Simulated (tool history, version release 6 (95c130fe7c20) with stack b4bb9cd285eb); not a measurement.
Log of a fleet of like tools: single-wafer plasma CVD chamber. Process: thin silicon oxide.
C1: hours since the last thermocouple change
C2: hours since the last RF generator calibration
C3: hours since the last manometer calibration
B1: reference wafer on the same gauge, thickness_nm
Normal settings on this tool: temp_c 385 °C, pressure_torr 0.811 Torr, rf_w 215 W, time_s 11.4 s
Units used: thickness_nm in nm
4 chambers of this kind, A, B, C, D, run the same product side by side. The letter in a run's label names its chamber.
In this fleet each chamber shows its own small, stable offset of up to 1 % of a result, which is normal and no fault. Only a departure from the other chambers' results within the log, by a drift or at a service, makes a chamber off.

Run 1C, hour 8.8: usual settings; C1 504.2; C2 841.7; C3 1869.7; B1 18.590. Result: thickness_nm 18.231 nm.
Run 2D, hour 24.6: usual settings; C1 2928.1; C2 419.5; C3 567.5; B1 18.598. Result: thickness_nm 18.335 nm.
Run 3B, hour 38.0: usual settings; C1 2495.6; C2 804.9; C3 949.1; B1 18.608. Result: thickness_nm 18.520 nm.
At hour 52.7: chamber B: thermocouple changed; heater temperature recalibrated.
Run 4A, hour 53.2: usual settings; C1 111.3; C2 742.3; C3 715.6; B1 18.607. Result: thickness_nm 18.394 nm.
Run 5B, hour 67.8: usual settings; C1 15.1; C2 834.7; C3 978.9; B1 18.594. Result: thickness_nm 18.534 nm.
Run 6D, hour 80.1: usual settings; C1 2983.6; C2 475.0; C3 623.0; B1 18.598. Result: thickness_nm 18.364 nm.
Run 7C, hour 94.9: usual settings; C1 590.3; C2 927.8; C3 1955.8; B1 18.598. Result: thickness_nm 18.272 nm.
Run 8A, hour 109.7: usual settings; C1 167.8; C2 798.8; C3 772.1; B1 18.598. Result: thickness_nm 18.451 nm.
Run 9A, hour 122.8: usual settings but temp_c 380 °C; C1 180.9; C2 811.9; C3 785.2; B1 18.602. Result: thickness_nm 18.455 nm.
Run 10B, hour 138.5: usual settings but temp_c 380 °C; C1 85.8; C2 905.4; C3 1049.6; B1 18.592. Result: thickness_nm 18.604 nm.
Run 11D, hour 149.6: usual settings but temp_c 380 °C; C1 3053.1; C2 544.5; C3 692.5; B1 18.596. Result: thickness_nm 18.455 nm.
At hour 150.5: chamber B: capacitance manometer re-zeroed and calibrated.
Run 12C, hour 158.2: usual settings but temp_c 380 °C; C1 653.6; C2 991.1; C3 2019.1; B1 18.598. Result: thickness_nm 18.372 nm.
Run 13C, hour 167.8: usual settings; C1 663.2; C2 1000.7; C3 2028.7; B1 18.584. Result: thickness_nm 18.260 nm.
At hour 168.7: chamber D: thermocouple changed; heater temperature recalibrated.
Run 14A, hour 175.9: usual settings; C1 234.0; C2 865.0; C3 838.3; B1 18.595. Result: thickness_nm 18.410 nm.
Run 15D, hour 185.3: usual settings but pressure_torr 0.890 Torr; C1 16.7; C2 580.2; C3 728.2; B1 18.603. Result: thickness_nm 20.061 nm.
Run 16B, hour 200.3: usual settings but pressure_torr 0.890 Torr; C1 147.6; C2 967.2; C3 49.8; B1 18.595. Result: thickness_nm 20.275 nm.
Run 17D, hour 207.6: usual settings but pressure_torr 0.890 Torr; C1 39.0; C2 602.5; C3 750.5; B1 18.609. Result: thickness_nm 19.980 nm.
Run 18B, hour 221.8: usual settings but pressure_torr 0.890 Torr; C1 169.1; C2 988.7; C3 71.3; B1 18.589. Result: thickness_nm 20.227 nm.
Run 19A, hour 236.8: usual settings; C1 294.9; C2 925.9; C3 899.2; B1 18.591. Result: thickness_nm 18.337 nm.
Run 20C, hour 251.2: usual settings; C1 746.6; C2 1084.1; C3 2112.1; B1 18.603. Result: thickness_nm 18.229 nm.
Run 21C, hour 263.7: usual settings but pressure_torr 0.897 Torr, time_s 10.6 s; C1 759.1; C2 1096.6; C3 2124.6; B1 18.603. Result: thickness_nm 18.534 nm.
Run 22A, hour 274.8: usual settings but pressure_torr 0.897 Torr, time_s 10.6 s; C1 332.9; C2 963.9; C3 937.2; B1 18.609. Result: thickness_nm 18.601 nm.
Run 23D, hour 290.8: usual settings but pressure_torr 0.897 Torr, time_s 10.6 s; C1 122.2; C2 685.7; C3 833.7; B1 18.600. Result: thickness_nm 18.692 nm.
At hour 295.2: chamber C: RF generator calibrated.
Run 24B, hour 298.6: usual settings but pressure_torr 0.897 Torr, time_s 10.6 s; C1 245.9; C2 1065.5; C3 148.1; B1 18.603. Result: thickness_nm 19.070 nm.
Run 25C, hour 307.8: usual settings; C1 803.2; C2 12.7; C3 2168.7; B1 18.602. Result: thickness_nm 18.259 nm.
At hour 308.6: chamber A: capacitance manometer re-zeroed and calibrated.
Run 26A, hour 318.7: usual settings; C1 376.8; C2 1007.8; C3 10.1; B1 18.599. Result: thickness_nm 18.338 nm.
Run 27D, hour 328.9: usual settings; C1 160.3; C2 723.8; C3 871.8; B1 18.594. Result: thickness_nm 18.367 nm.
Run 28B, hour 340.3: usual settings; C1 287.6; C2 1107.2; C3 189.8; B1 18.604. Result: thickness_nm 18.817 nm.
Run 29A, hour 355.5: usual settings; C1 413.6; C2 1044.6; C3 46.9; B1 18.614. Result: thickness_nm 18.370 nm.
Run 30B, hour 370.7: usual settings; C1 318.0; C2 1137.6; C3 220.2; B1 18.603. Result: thickness_nm 18.704 nm.
Run 31C, hour 383.8: usual settings but pressure_torr 0.889 Torr, rf_w 250 W; C1 879.2; C2 88.7; C3 2244.7; B1 18.600. Result: thickness_nm 21.227 nm.

The same settings go to every chamber for the next run, one line per chamber below. Forecast the results for each:
Run 32A, hour 395.3: usual settings. Result: thickness_nm ?.
Run 32B, hour 395.3: usual settings. Result: thickness_nm ?.
Run 32C, hour 395.3: usual settings. Result: thickness_nm ?.
Run 32D, hour 395.3: usual settings. Result: thickness_nm ?.

run  thickness_nm
32A        18.404
32B        18.727
32C        18.251
32D        18.347
